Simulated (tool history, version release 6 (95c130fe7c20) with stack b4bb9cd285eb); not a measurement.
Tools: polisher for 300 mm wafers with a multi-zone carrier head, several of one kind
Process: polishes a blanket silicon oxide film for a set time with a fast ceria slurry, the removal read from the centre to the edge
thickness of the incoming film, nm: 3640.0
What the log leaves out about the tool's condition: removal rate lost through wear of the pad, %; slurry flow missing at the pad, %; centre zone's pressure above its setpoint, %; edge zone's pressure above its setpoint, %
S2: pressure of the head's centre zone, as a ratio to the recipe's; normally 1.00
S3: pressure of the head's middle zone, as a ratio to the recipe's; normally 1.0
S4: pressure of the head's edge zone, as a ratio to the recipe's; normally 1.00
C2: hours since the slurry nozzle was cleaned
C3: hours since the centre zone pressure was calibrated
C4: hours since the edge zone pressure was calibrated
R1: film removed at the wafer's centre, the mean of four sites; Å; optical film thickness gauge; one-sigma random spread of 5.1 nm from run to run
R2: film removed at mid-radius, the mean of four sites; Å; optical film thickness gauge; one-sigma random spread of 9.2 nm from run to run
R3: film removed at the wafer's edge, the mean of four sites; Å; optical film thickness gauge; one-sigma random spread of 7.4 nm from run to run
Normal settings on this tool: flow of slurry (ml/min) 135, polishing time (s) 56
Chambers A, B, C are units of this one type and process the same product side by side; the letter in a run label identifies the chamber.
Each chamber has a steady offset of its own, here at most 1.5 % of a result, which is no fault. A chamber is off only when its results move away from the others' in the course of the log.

-- hour=14.6 chamber A: worn pad replaced by a new one
run 1B hour=15.4 | flow_of_slurry_(ml/min)=135 S2=1.00 S3=1.0 S4=1.00 polishing_time_(s)=56 | wafers_polished_on_this_pad=975 C2=155.0 C3=977.5 C4=1104.1 | R1=6704.3 R2=6698.8 R3=6755.8
-- hour=26.7 chamber C: edge zone pressure recalibrated
run 2C hour=29.1 | flow_of_slurry_(ml/min)=135 S2=1.00 S3=1.0 S4=1.00 polishing_time_(s)=56 | wafers_polished_on_this_pad=602 C2=417.2 C3=868.7 C4=2.5 | R1=6641.8 R2=6762.9 R3=6498.6
run 3A hour=36.0 | flow_of_slurry_(ml/min)=135 S2=1.00 S3=1.0 S4=1.00 polishing_time_(s)=56 | wafers_polished_on_this_pad=250 C2=820.3 C3=99.7 C4=377.2 | R1=6787.1 R2=6851.0 R3=6699.5
run 4A hour=50.1 | flow_of_slurry_(ml/min)=135 S2=1.00 S3=1.0 S4=1.00 polishing_time_(s)=56 | wafers_polished_on_this_pad=414 C2=834.4 C3=113.8 C4=391.3 | R1=6672.1 R2=6590.7 R3=6639.5
run 5B hour=66.1 | flow_of_slurry_(ml/min)=135 S2=1.00 S3=1.0 S4=1.00 polishing_time_(s)=56 | wafers_polished_on_this_pad=1566 C2=205.7 C3=1028.2 C4=1154.8 | R1=6631.3 R2=6580.4 R3=6722.8
run 6C hour=75.6 | flow_of_slurry_(ml/min)=135 S2=1.00 S3=1.0 S4=1.00 polishing_time_(s)=56 | wafers_polished_on_this_pad=1145 C2=463.7 C3=915.2 C4=49.0 | R1=6586.4 R2=6715.1 R3=6548.2
run 7C hour=86.1 | flow_of_slurry_(ml/min)=135 S2=1.00 S3=1.0 S4=1.00 polishing_time_(s)=56 | wafers_polished_on_this_pad=1268 C2=474.2 C3=925.7 C4=59.5 | R1=6678.2 R2=6723.1 R3=6526.9
-- hour=86.4 chamber C: worn pad replaced by a new one
run 8A hour=95.4 | flow_of_slurry_(ml/min)=135 S2=1.00 S3=1.0 S4=1.00 polishing_time_(s)=56 | wafers_polished_on_this_pad=943 C2=879.7 C3=159.1 C4=436.6 | R1=6683.3 R2=6713.9 R3=6699.9
run 9B hour=104.8 | flow_of_slurry_(ml/min)=135 S2=1.00 S3=1.0 S4=1.00 polishing_time_(s)=56 | wafers_polished_on_this_pad=2018 C2=244.4 C3=1066.9 C4=1193.5 | R1=6630.8 R2=6584.7 R3=6743.1
run 10C hour=115.6 | flow_of_slurry_(ml/min)=135 S2=1.00 S3=1.0 S4=1.00 polishing_time_(s)=56 | wafers_polished_on_this_pad=341 C2=503.7 C3=955.2 C4=89.0 | R1=6633.2 R2=6636.4 R3=6618.9
run 11B hour=131.2 | flow_of_slurry_(ml/min)=135 S2=1.00 S3=1.0 S4=1.00 polishing_time_(s)=56 | wafers_polished_on_this_pad=2326 C2=270.8 C3=1093.3 C4=1219.9 | R1=6685.1 R2=6507.6 R3=6615.6
-- hour=134.8 chamber A: worn pad replaced by a new one
run 12A hour=143.5 | flow_of_slurry_(ml/min)=135 S2=1.00 S3=1.0 S4=1.00 polishing_time_(s)=56 | wafers_polished_on_this_pad=102 C2=927.8 C3=207.2 C4=484.7 | R1=6757.2 R2=6625.9 R3=6617.1
-- hour=145.5 chamber A: slurry nozzle cleaned
run 13A hour=152.6 | flow_of_slurry_(ml/min)=135 S2=1.00 S3=1.0 S4=1.00 polishing_time_(s)=56 | wafers_polished_on_this_pad=208 C2=7.2 C3=216.3 C4=493.8 | R1=6746.7 R2=6528.9 R3=6807.0
run 14C hour=160.6 | flow_of_slurry_(ml/min)=135 S2=1.00 S3=1.0 S4=1.00 polishing_time_(s)=56 | wafers_polished_on_this_pad=866 C2=548.7 C3=1000.2 C4=134.0 | R1=6522.3 R2=6627.0 R3=6537.9
run 15B hour=172.4 | flow_of_slurry_(ml/min)=135 S2=1.00 S3=1.0 S4=1.00 polishing_time_(s)=56 | wafers_polished_on_this_pad=2807 C2=312.0 C3=1134.5 C4=1261.1 | R1=6574.4 R2=6696.5 R3=6569.7
-- hour=173.9 chamber B: centre zone pressure recalibrated
run 16A hour=187.7 | flow_of_slurry_(ml/min)=135 S2=1.00 S3=1.0 S4=1.00 polishing_time_(s)=56 | wafers_polished_on_this_pad=618 C2=42.3 C3=251.4 C4=528.9 | R1=6683.3 R2=6533.6 R3=6790.1
-- hour=194.1 chamber C: worn pad replaced by a new one
run 17B hour=200.8 | flow_of_slurry_(ml/min)=135 S2=0.94 S3=1.1 S4=1.00 polishing_time_(s)=56 | wafers_polished_on_this_pad=3139 C2=340.4 C3=26.9 C4=1289.5 | R1=6148.0 R2=7215.4 R3=6479.8
run 18C hour=211.1 | flow_of_slurry_(ml/min)=135 S2=0.94 S3=1.1 S4=1.00 polishing_time_(s)=56 | wafers_polished_on_this_pad=198 C2=599.2 C3=1050.7 C4=184.5 | R1=6180.9 R2=7401.6 R3=6480.8
run 19A hour=225.5 | flow_of_slurry_(ml/min)=135 S2=0.94 S3=1.1 S4=1.00 polishing_time_(s)=56 | wafers_polished_on_this_pad=1059 C2=80.1 C3=289.2 C4=566.7 | R1=6297.5 R2=7116.4 R3=6490.5
run 20B hour=235.5 | flow_of_slurry_(ml/min)=135 S2=1.00 S3=1.0 S4=1.00 polishing_time_(s)=56 | wafers_polished_on_this_pad=3544 C2=375.1 C3=61.6 C4=1324.2 | R1=6493.5 R2=6284.5 R3=6516.5
-- hour=242.5 chamber A: worn pad replaced by a new one
run 21C hour=250.5 | flow_of_slurry_(ml/min)=135 S2=1.00 S3=1.0 S4=1.00 polishing_time_(s)=56 | wafers_polished_on_this_pad=658 C2=638.6 C3=1090.1 C4=223.9 | R1=6623.8 R2=6719.2 R3=6622.5
run 22C hour=262.4 | flow_of_slurry_(ml/min)=135 S2=1.00 S3=1.0 S4=1.00 polishing_time_(s)=56 | wafers_polished_on_this_pad=797 C2=650.5 C3=1102.0 C4=235.8 | R1=6656.7 R2=6590.9 R3=6545.4
run 23A hour=272.9 | flow_of_slurry_(ml/min)=135 S2=1.00 S3=1.0 S4=1.00 polishing_time_(s)=56 | wafers_polished_on_this_pad=355 C2=127.5 C3=336.6 C4=614.1 | R1=6657.0 R2=6585.9 R3=6695.5
run 24B hour=287.7 | flow_of_slurry_(ml/min)=135 S2=1.00 S3=1.0 S4=1.00 polishing_time_(s)=56 | wafers_polished_on_this_pad=4153 C2=427.3 C3=113.8 C4=1376.4 | R1=6514.2 R2=6619.9 R3=6431.8
run 25A hour=302.7 | flow_of_slurry_(ml/min)=135 S2=1.00 S3=1.0 S4=1.00 polishing_time_(s)=56 | wafers_polished_on_this_pad=703 C2=157.3 C3=366.4 C4=643.9 | R1=6707.4 R2=6641.2 R3=6713.8
-- hour=307.7 chamber C: worn pad replaced by a new one
run 26B hour=310.8 | flow_of_slurry_(ml/min)=135 S2=1.00 S3=1.0 S4=1.00 polishing_time_(s)=56 | wafers_polished_on_this_pad=4422 C2=450.4 C3=136.9 C4=1399.5 | R1=6447.0 R2=6365.4 R3=6422.1
run 27C hour=321.1 | flow_of_slurry_(ml/min)=135 S2=1.00 S3=1.0 S4=1.00 polishing_time_(s)=56 | wafers_polished_on_this_pad=156 C2=709.2 C3=1160.7 C4=294.5 | R1=6653.8 R2=6504.0 R3=6484.8
run 28B hour=331.2 | flow_of_slurry_(ml/min)=135 S2=1.00 S3=1.0 S4=1.00 polishing_time_(s)=56 | wafers_polished_on_this_pad=4661 C2=470.8 C3=157.3 C4=1419.9 | R1=6347.1 R2=6399.7 R3=6442.3
-- hour=338.6 chamber C: centre zone pressure recalibrated
run 29A hour=342.9 | flow_of_slurry_(ml/min)=135 S2=1.00 S3=1.0 S4=1.00 polishing_time_(s)=56 | wafers_polished_on_this_pad=1172 C2=197.5 C3=406.6 C4=684.1 | R1=6646.7 R2=6676.1 R3=6660.9
run 30C hour=354.2 | flow_of_slurry_(ml/min)=135 S2=1.00 S3=1.0 S4=1.00 polishing_time_(s)=56 | wafers_polished_on_this_pad=543 C2=742.3 C3=15.6 C4=327.6 | R1=6570.2 R2=6620.8 R3=6620.1
run 31B hour=368.5 | flow_of_slurry_(ml/min)=135 S2=1.00 S3=1.0 S4=1.00 polishing_time_(s)=56 | wafers_polished_on_this_pad=5096 C2=508.1 C3=194.6 C4=1457.2 | R1=6360.1 R2=6423.7 R3=6337.1
run 32C hour=376.4 | flow_of_slurry_(ml/min)=135 S2=1.00 S3=1.0 S4=1.00 polishing_time_(s)=56 | wafers_polished_on_this_pad=802 C2=764.5 C3=37.8 C4=349.8 | R1=6559.0 R2=6518.0 R3=6610.3
-- hour=383.7 chamber A: worn pad replaced by a new one
run 33A hour=384.0 | flow_of_slurry_(ml/min)=135 S2=1.00 S3=1.0 S4=1.00 polishing_time_(s)=56 | wafers_polished_on_this_pad=3 C2=238.6 C3=447.7 C4=725.2 | R1=6628.7 R2=6658.5 R3=6553.5
-- hour=386.7 chamber B: edge zone pressure recalibrated
run 34B hour=392.9 | flow_of_slurry_(ml/min)=135 S2=1.00 S3=1.0 S4=1.00 polishing_time_(s)=56 | wafers_polished_on_this_pad=5381 C2=532.5 C3=219.0 C4=6.2 | R1=6495.7 R2=6294.8 R3=6293.0
run 35C hour=408.5 | flow_of_slurry_(ml/min)=135 S2=1.00 S3=1.0 S4=1.00 polishing_time_(s)=56 | wafers_polished_on_this_pad=1176 C2=796.6 C3=69.9 C4=381.9 | R1=6523.2 R2=6555.1 R3=6542.0
run 36A hour=415.7 | flow_of_slurry_(ml/min)=135 S2=1.00 S3=1.0 S4=1.00 polishing_time_(s)=56 | wafers_polished_on_this_pad=373 C2=270.3 C3=479.4 C4=756.9 | R1=6763.1 R2=6528.4 R3=6634.7
-- hour=418.5 chamber C: worn pad replaced by a new one
run 37A hour=425.5 | flow_of_slurry_(ml/min)=135 S2=1.00 S3=1.0 S4=1.00 polishing_time_(s)=56 | wafers_polished_on_this_pad=488 C2=280.1 C3=489.2 C4=766.7 | R1=6634.0 R2=6499.4 R3=6577.9
-- hour=430.8 chamber C: slurry nozzle cleaned
-- hour=433.6 chamber A: edge zone pressure recalibrated
run 38B hour=440.3 | flow_of_slurry_(ml/min)=135 S2=1.00 S3=1.0 S4=1.00 polishing_time_(s)=56 | wafers_polished_on_this_pad=5934 C2=579.9 C3=266.4 C4=53.6 | R1=6280.2 R2=6218.1 R3=6250.8
run 39C hour=455.2 | flow_of_slurry_(ml/min)=135 S2=1.10 S3=1.0 S4=0.88 polishing_time_(s)=56 | wafers_polished_on_this_pad=428 C2=24.5 C3=116.6 C4=428.6 | R1=7242.6 R2=6549.6 R3=6230.9
run 40A hour=464.8 | flow_of_slurry_(ml/min)=135 S2=1.10 S3=1.0 S4=0.88 polishing_time_(s)=56 | wafers_polished_on_this_pad=946 C2=319.4 C3=528.5 C4=31.2 | R1=7318.5 R2=6679.1 R3=6303.4
run 41C hour=476.8 | flow_of_slurry_(ml/min)=135 S2=1.10 S3=1.0 S4=0.88 polishing_time_(s)=56 | wafers_polished_on_this_pad=680 C2=46.1 C3=138.2 C4=450.2 | R1=7354.0 R2=6665.0 R3=6154.3
run 42B hour=488.0 | flow_of_slurry_(ml/min)=135 S2=1.00 S3=1.0 S4=1.00 polishing_time_(s)=56 | wafers_polished_on_this_pad=6491 C2=627.6 C3=314.1 C4=101.3 | R1=6313.1 R2=6228.7 R3=6307.4
-- hour=489.3 chamber A: worn pad replaced by a new one
run 43C hour=499.4 | flow_of_slurry_(ml/min)=135 S2=1.00 S3=1.0 S4=1.00 polishing_time_(s)=56 | wafers_polished_on_this_pad=944 C2=68.7 C3=160.8 C4=472.8 | R1=6711.1 R2=6617.2 R3=6577.4
run 44A hour=507.2 | flow_of_slurry_(ml/min)=135 S2=1.00 S3=1.0 S4=1.00 polishing_time_(s)=56 | wafers_polished_on_this_pad=209 C2=361.8 C3=570.9 C4=73.6 | R1=6726.7 R2=6760.7 R3=6578.9

Next, all 3 chambers run the settings below, one line each with question marks for the results. What does each chamber give?
run 45A hour=518.7 | flow_of_slurry_(ml/min)=135 S2=1.00 S3=1.0 S4=1.00 polishing_time_(s)=47 | R1=? R2=? R3=?
run 45B hour=518.7 | flow_of_slurry_(ml/min)=135 S2=1.00 S3=1.0 S4=1.00 polishing_time_(s)=47 | R1=? R2=? R3=?
run 45C hour=518.7 | flow_of_slurry_(ml/min)=135 S2=1.00 S3=1.0 S4=1.00 polishing_time_(s)=47 | R1=? R2=? R3=?

run=45A R1=5619.6 R2=5508.3 R3=5607.9
run=45B R1=5230.6 R2=5273.2 R3=5247.3
run=45C R1=5552.1 R2=5397.1 R3=5536.8
